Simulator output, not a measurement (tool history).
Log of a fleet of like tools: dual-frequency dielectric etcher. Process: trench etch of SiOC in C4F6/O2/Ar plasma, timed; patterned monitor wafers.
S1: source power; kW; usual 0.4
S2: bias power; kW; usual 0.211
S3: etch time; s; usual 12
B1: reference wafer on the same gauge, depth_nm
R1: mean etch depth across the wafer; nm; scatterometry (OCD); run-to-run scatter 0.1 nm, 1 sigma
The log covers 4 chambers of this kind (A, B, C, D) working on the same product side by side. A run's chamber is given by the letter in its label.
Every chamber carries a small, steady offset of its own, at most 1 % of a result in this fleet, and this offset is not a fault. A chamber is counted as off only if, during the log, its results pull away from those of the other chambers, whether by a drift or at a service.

{"run": "1C", "day": 0.254, "S1": 0.4, "S2": 0.211, "S3": 12, "B1": 22.977, "R1": 26.256}
{"day": 0.283, "done": "chamber A: wet clean of the chamber"}
{"run": "2B", "day": 0.762, "S1": 0.4, "S2": 0.211, "S3": 12, "B1": 23.003, "R1": 26.021}
{"run": "3D", "day": 1.025, "S1": 0.4, "S2": 0.211, "S3": 12, "B1": 23.008, "R1": 25.906}
{"run": "4A", "day": 1.388, "S1": 0.4, "S2": 0.211, "S3": 12, "B1": 23.007, "R1": 26.65}
{"run": "5D", "day": 1.721, "S1": 0.4, "S2": 0.211, "S3": 12, "B1": 23.018, "R1": 25.996}
{"run": "6C", "day": 2.046, "S1": 0.45, "S2": 0.243, "S3": 12, "B1": 22.996, "R1": 29.171}
{"day": 2.262, "done": "chamber D: wet clean of the chamber"}
{"run": "7A", "day": 2.496, "S1": 0.45, "S2": 0.243, "S3": 12, "B1": 22.967, "R1": 28.746}
{"run": "8B", "day": 2.85, "S1": 0.45, "S2": 0.243, "S3": 12, "B1": 22.989, "R1": 28.664}
{"run": "9A", "day": 3.2, "S1": 0.45, "S2": 0.243, "S3": 12, "B1": 23.007, "R1": 28.806}
{"run": "10D", "day": 3.558, "S1": 0.4, "S2": 0.211, "S3": 12, "B1": 23.003, "R1": 26.121}
{"run": "11B", "day": 4.088, "S1": 0.4, "S2": 0.211, "S3": 12, "B1": 22.999, "R1": 25.871}
{"run": "12C", "day": 4.408, "S1": 0.4, "S2": 0.211, "S3": 12, "B1": 23.024, "R1": 26.443}
{"run": "13C", "day": 4.65, "S1": 0.4, "S2": 0.211, "S3": 12, "B1": 22.988, "R1": 26.376}
{"run": "14A", "day": 5.121, "S1": 0.4, "S2": 0.211, "S3": 12, "B1": 23.01, "R1": 26.531}
{"day": 5.462, "done": "chamber B: wet clean of the chamber"}
{"run": "15B", "day": 5.471, "S1": 0.4, "S2": 0.211, "S3": 10.5, "B1": 22.966, "R1": 22.784}
{"run": "16D", "day": 5.95, "S1": 0.4, "S2": 0.211, "S3": 10.5, "B1": 23.007, "R1": 22.781}
{"run": "17D", "day": 6.429, "S1": 0.4, "S2": 0.211, "S3": 10.5, "B1": 22.991, "R1": 22.727}
{"run": "18A", "day": 6.879, "S1": 0.4, "S2": 0.211, "S3": 10.5, "B1": 23.005, "R1": 23.121}
{"run": "19C", "day": 7.279, "S1": 0.4, "S2": 0.211, "S3": 12, "B1": 23.007, "R1": 26.422}
{"run": "20B", "day": 7.812, "S1": 0.4, "S2": 0.211, "S3": 12, "B1": 22.997, "R1": 26.087}
{"run": "21D", "day": 8.067, "S1": 0.43, "S2": 0.211, "S3": 12, "B1": 23.001, "R1": 26.58}
{"run": "22C", "day": 8.312, "S1": 0.43, "S2": 0.211, "S3": 12, "B1": 23.004, "R1": 27.167}
{"run": "23B", "day": 8.583, "S1": 0.43, "S2": 0.211, "S3": 12, "B1": 23.001, "R1": 26.859}
{"run": "24A", "day": 8.904, "S1": 0.43, "S2": 0.211, "S3": 12, "B1": 22.992, "R1": 27.038}
{"run": "25D", "day": 9.421, "S1": 0.4, "S2": 0.211, "S3": 12, "B1": 22.991, "R1": 26.03}
{"run": "26A", "day": 9.812, "S1": 0.4, "S2": 0.211, "S3": 12, "B1": 23.001, "R1": 26.483}
{"run": "27C", "day": 10.154, "S1": 0.4, "S2": 0.211, "S3": 12, "B1": 22.985, "R1": 26.518}
{"run": "28B", "day": 10.65, "S1": 0.4, "S2": 0.211, "S3": 12, "B1": 22.98, "R1": 26.074}
{"run": "29B", "day": 11.067, "S1": 0.4, "S2": 0.211, "S3": 12, "B1": 23.002, "R1": 25.971}
{"run": "30D", "day": 11.308, "S1": 0.4, "S2": 0.211, "S3": 12, "B1": 22.994, "R1": 25.966}
{"run": "31A", "day": 11.625, "S1": 0.4, "S2": 0.211, "S3": 12, "B1": 22.997, "R1": 26.516}
{"run": "32C", "day": 12.038, "S1": 0.4, "S2": 0.181, "S3": 12, "B1": 22.998, "R1": 25.022}
{"run": "33A", "day": 12.579, "S1": 0.4, "S2": 0.181, "S3": 12, "B1": 22.994, "R1": 25.267}
{"run": "34D", "day": 12.862, "S1": 0.4, "S2": 0.181, "S3": 12, "B1": 23.026, "R1": 24.665}
{"run": "35C", "day": 13.375, "S1": 0.4, "S2": 0.181, "S3": 12, "B1": 23.008, "R1": 25.125}
{"run": "36B", "day": 13.612, "S1": 0.4, "S2": 0.211, "S3": 12, "B1": 23.004, "R1": 26.159}
{"run": "37C", "day": 13.983, "S1": 0.4, "S2": 0.211, "S3": 12, "B1": 23.001, "R1": 26.584}
{"run": "38B", "day": 14.4, "S1": 0.4, "S2": 0.211, "S3": 12, "B1": 23.025, "R1": 25.965}

Each of the 4 chambers runs these same settings next. Fill in every chamber's results:
{"run": "39A", "day": 14.792, "S1": 0.4, "S2": 0.211, "S3": 12, "R1": "?"}
{"run": "39B", "day": 14.792, "S1": 0.4, "S2": 0.211, "S3": 12, "R1": "?"}
{"run": "39C", "day": 14.792, "S1": 0.4, "S2": 0.211, "S3": 12, "R1": "?"}
{"run": "39D", "day": 14.792, "S1": 0.4, "S2": 0.211, "S3": 12, "R1": "?"}

run=39A R1=26.513
run=39B R1=25.98
run=39C R1=26.439
run=39D R1=26.123

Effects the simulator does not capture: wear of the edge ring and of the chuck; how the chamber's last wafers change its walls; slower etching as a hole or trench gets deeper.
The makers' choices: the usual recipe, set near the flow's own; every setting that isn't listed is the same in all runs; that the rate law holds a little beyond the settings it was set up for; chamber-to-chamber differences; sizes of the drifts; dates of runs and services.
